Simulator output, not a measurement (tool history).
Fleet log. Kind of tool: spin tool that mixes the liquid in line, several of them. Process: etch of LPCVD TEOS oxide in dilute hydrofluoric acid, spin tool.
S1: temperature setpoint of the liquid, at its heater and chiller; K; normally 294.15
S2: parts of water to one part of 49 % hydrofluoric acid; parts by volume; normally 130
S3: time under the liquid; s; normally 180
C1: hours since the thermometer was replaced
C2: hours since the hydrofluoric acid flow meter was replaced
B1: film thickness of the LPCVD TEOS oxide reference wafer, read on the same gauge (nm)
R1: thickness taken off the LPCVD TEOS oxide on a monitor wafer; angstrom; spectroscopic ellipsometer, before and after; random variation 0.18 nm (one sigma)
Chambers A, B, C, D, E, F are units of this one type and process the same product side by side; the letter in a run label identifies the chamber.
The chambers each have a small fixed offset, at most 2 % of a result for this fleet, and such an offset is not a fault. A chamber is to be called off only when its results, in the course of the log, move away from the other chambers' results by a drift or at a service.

run,hour,S1,S2,S3,C1,C2,B1,R1
1D,11.7,294.15,130,180,1540.3,366.2,139.97,251.85
2E,20.0,294.15,130,180,1519.3,581.6,140.01,251.31
3B,26.5,294.15,130,180,2008.9,1940.6,140.02,250.49
4F,35.0,294.15,130,180,181.0,78.5,140.01,250.81
5C,48.9,294.15,130,180,1995.6,1816.7,139.98,252.94
6A,62.6,294.15,130,180,887.3,201.4,140.03,256.55
7D,72.6,294.15,130,180,1601.2,427.1,140.03,253.66
8F,86.0,294.15,130,180,232.0,129.5,140.00,253.22
9C,94.6,294.15,130,180,2041.3,1862.4,139.99,249.28
10E,104.1,292.15,130,180,1603.4,665.7,140.00,237.25
11B,110.1,292.15,130,180,2092.5,2024.2,139.99,230.10
# hour 111.2: chamber D: thermometer replaced
12A,116.9,292.15,130,180,941.6,255.7,139.98,235.20
13C,125.7,292.15,130,180,2072.4,1893.5,139.99,232.42
14E,131.8,292.15,130,180,1631.1,693.4,140.01,233.93
15A,140.2,292.15,130,180,964.9,279.0,140.02,234.40
16D,147.3,294.15,130,180,36.2,501.8,139.96,250.21
17F,159.3,294.15,130,180,305.3,202.8,140.02,252.55
18B,168.9,294.15,130,180,2151.3,2083.0,139.99,249.71
19A,177.6,294.15,130,180,1002.3,316.4,140.02,257.51
20E,188.8,294.15,85,180,1688.1,750.4,139.98,417.40
21B,197.1,294.15,85,180,2179.5,2111.2,140.02,401.45
22D,211.1,294.15,85,180,100.0,565.6,139.98,404.70
23C,219.2,294.15,85,180,2165.9,1987.0,139.99,401.63
24F,226.7,294.15,85,180,372.7,270.2,140.02,411.56
25A,238.6,294.15,85,180,1063.3,377.4,140.01,419.74
26C,245.2,294.15,130,180,2191.9,2013.0,139.98,254.04
27F,253.2,294.15,130,180,399.2,296.7,140.01,250.61
28D,260.4,294.15,85,140,149.3,614.9,140.02,307.86
29E,273.0,294.15,85,140,1772.3,834.6,139.98,326.04
30B,282.8,294.15,85,140,2265.2,2196.9,140.04,309.78
31E,289.2,294.15,85,140,1788.5,850.8,139.99,329.71
# hour 300.3: chamber B: thermometer replaced
32B,300.8,294.15,85,140,0.5,2214.9,139.99,310.59
33C,308.5,294.15,85,140,2255.2,2076.3,139.98,311.31
34D,317.3,294.15,130,180,206.2,671.8,140.00,251.73
35A,328.1,294.15,130,180,1152.8,466.9,139.99,259.90
36F,339.2,294.15,130,180,485.2,382.7,139.99,251.60
37D,345.4,294.15,130,180,234.3,699.9,139.99,252.71
38B,358.9,294.15,130,180,58.6,2273.0,140.00,249.81

All 6 chambers run these settings next. Forecast each chamber's results:
39A,368.9,294.15,130,180,,,,?
39B,368.9,294.15,130,180,,,,?
39C,368.9,294.15,130,180,,,,?
39D,368.9,294.15,130,180,,,,?
39E,368.9,294.15,130,180,,,,?
39F,368.9,294.15,130,180,,,,?

run,R1
39A,259.61
39B,248.00
39C,250.63
39D,251.13
39E,263.11
39F,252.11

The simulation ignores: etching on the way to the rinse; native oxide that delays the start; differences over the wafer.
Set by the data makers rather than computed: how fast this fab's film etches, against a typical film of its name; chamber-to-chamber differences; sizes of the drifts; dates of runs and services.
